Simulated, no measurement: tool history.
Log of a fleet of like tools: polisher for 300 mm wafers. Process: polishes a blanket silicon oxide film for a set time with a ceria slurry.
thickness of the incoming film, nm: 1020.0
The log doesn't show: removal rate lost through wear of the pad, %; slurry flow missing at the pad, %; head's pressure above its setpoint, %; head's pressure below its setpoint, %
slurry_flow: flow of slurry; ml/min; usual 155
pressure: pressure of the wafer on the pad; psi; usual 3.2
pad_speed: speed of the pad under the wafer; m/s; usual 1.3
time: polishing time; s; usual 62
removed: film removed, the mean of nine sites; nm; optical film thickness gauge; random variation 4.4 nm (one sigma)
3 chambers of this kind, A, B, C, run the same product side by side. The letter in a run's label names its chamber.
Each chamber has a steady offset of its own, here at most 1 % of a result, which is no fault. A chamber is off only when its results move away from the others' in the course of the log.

| run | hour | slurry_flow | pressure | pad_speed | time | wafers polished on this pad | hours since the slurry nozzle was cleaned | hours since the head pressure was calibrated | removed |
|---|---|---|---|---|---|---|---|---|---|
|  | 3.3 | chamber B: worn pad replaced by a new one |
| 1B | 6.5 | 155 | 3.2 | 1.3 | 62 | 44 | 465.5 | 362.2 | 330.12 |
| 2C | 11.9 | 155 | 3.2 | 1.3 | 62 | 380 | 334.1 | 648.1 | 333.44 |
| 3A | 20.5 | 155 | 3.2 | 1.3 | 62 | 1112 | 622.8 | 119.6 | 333.55 |
|  | 27 | chamber C: worn pad replaced by a new one |
| 4C | 28.7 | 155 | 3.2 | 1.3 | 62 | 23 | 350.9 | 664.9 | 336.23 |
| 5B | 35.1 | 155 | 3.2 | 1.3 | 62 | 430 | 494.1 | 390.8 | 329.58 |
|  | 38.2 | chamber A: worn pad replaced by a new one |
| 6A | 42.6 | 155 | 3.2 | 1.3 | 62 | 60 | 644.9 | 141.7 | 339.56 |
| 7B | 52.7 | 155 | 3.2 | 1.3 | 62 | 668 | 511.7 | 408.4 | 335.47 |
|  | 57.1 | chamber B: worn pad replaced by a new one |
| 8C | 60.3 | 155 | 3.2 | 1.3 | 62 | 450 | 382.5 | 696.5 | 338.36 |
|  | 63.9 | chamber B: head pressure recalibrated |
|  | 70.5 | chamber C: worn pad replaced by a new one |
| 9A | 70.8 | 195 | 3.2 | 1.3 | 62 | 440 | 673.1 | 169.9 | 347.64 |
| 10A | 78.8 | 195 | 3.2 | 1.3 | 62 | 548 | 681.1 | 177.9 | 344.85 |
| 11C | 84.5 | 195 | 3.2 | 1.3 | 62 | 189 | 406.7 | 720.7 | 352.41 |
| 12B | 91.2 | 155 | 3.2 | 1.3 | 62 | 460 | 550.2 | 27.3 | 295.1 |
| 13B | 97.7 | 155 | 3.2 | 1.3 | 62 | 548 | 556.7 | 33.8 | 297.63 |
| 14A | 106.2 | 155 | 3.2 | 1.3 | 62 | 918 | 708.5 | 205.3 | 334.19 |
|  | 108.6 | chamber B: worn pad replaced by a new one |
|  | 109.7 | chamber C: slurry nozzle cleaned |
|  | 110.2 | chamber C: worn pad replaced by a new one |
|  | 113.5 | chamber A: slurry nozzle cleaned |
| 15C | 116.2 | 155 | 3.2 | 1.3 | 62 | 81 | 6.5 | 752.4 | 336.54 |
| 16C | 124.4 | 155 | 3.2 | 1.3 | 62 | 191 | 14.7 | 760.6 | 332.55 |
| 17B | 133.8 | 155 | 3.2 | 1.3 | 62 | 341 | 592.8 | 69.9 | 301.05 |
| 18A | 138.5 | 155 | 3.2 | 1.3 | 62 | 1354 | 25 | 237.6 | 344.66 |
| 19A | 147.2 | 155 | 3.2 | 1.3 | 62 | 1471 | 33.7 | 246.3 | 337.8 |
|  | 153.3 | chamber C: worn pad replaced by a new one |
| 20C | 157.4 | 155 | 3.9 | 1.3 | 49 | 55 | 47.7 | 793.6 | 323.35 |
| 21B | 167.1 | 155 | 3.9 | 1.3 | 49 | 790 | 626.1 | 103.2 | 281.86 |
|  | 172.8 | chamber B: worn pad replaced by a new one |
| 22B | 173.2 | 155 | 3.9 | 1.3 | 49 | 6 | 632.2 | 109.3 | 291.31 |

Next, every chamber runs the same settings. What will each give?
| 23A | 180.8 | 155 | 2.3 | 1.3 | 62 |  |  |  | ? |
| 23B | 180.8 | 155 | 2.3 | 1.3 | 62 |  |  |  | ? |
| 23C | 180.8 | 155 | 2.3 | 1.3 | 62 |  |  |  | ? |

| run | removed |
|---|---|
| 23A | 240.04 |
| 23B | 211.6 |
| 23C | 238.93 |
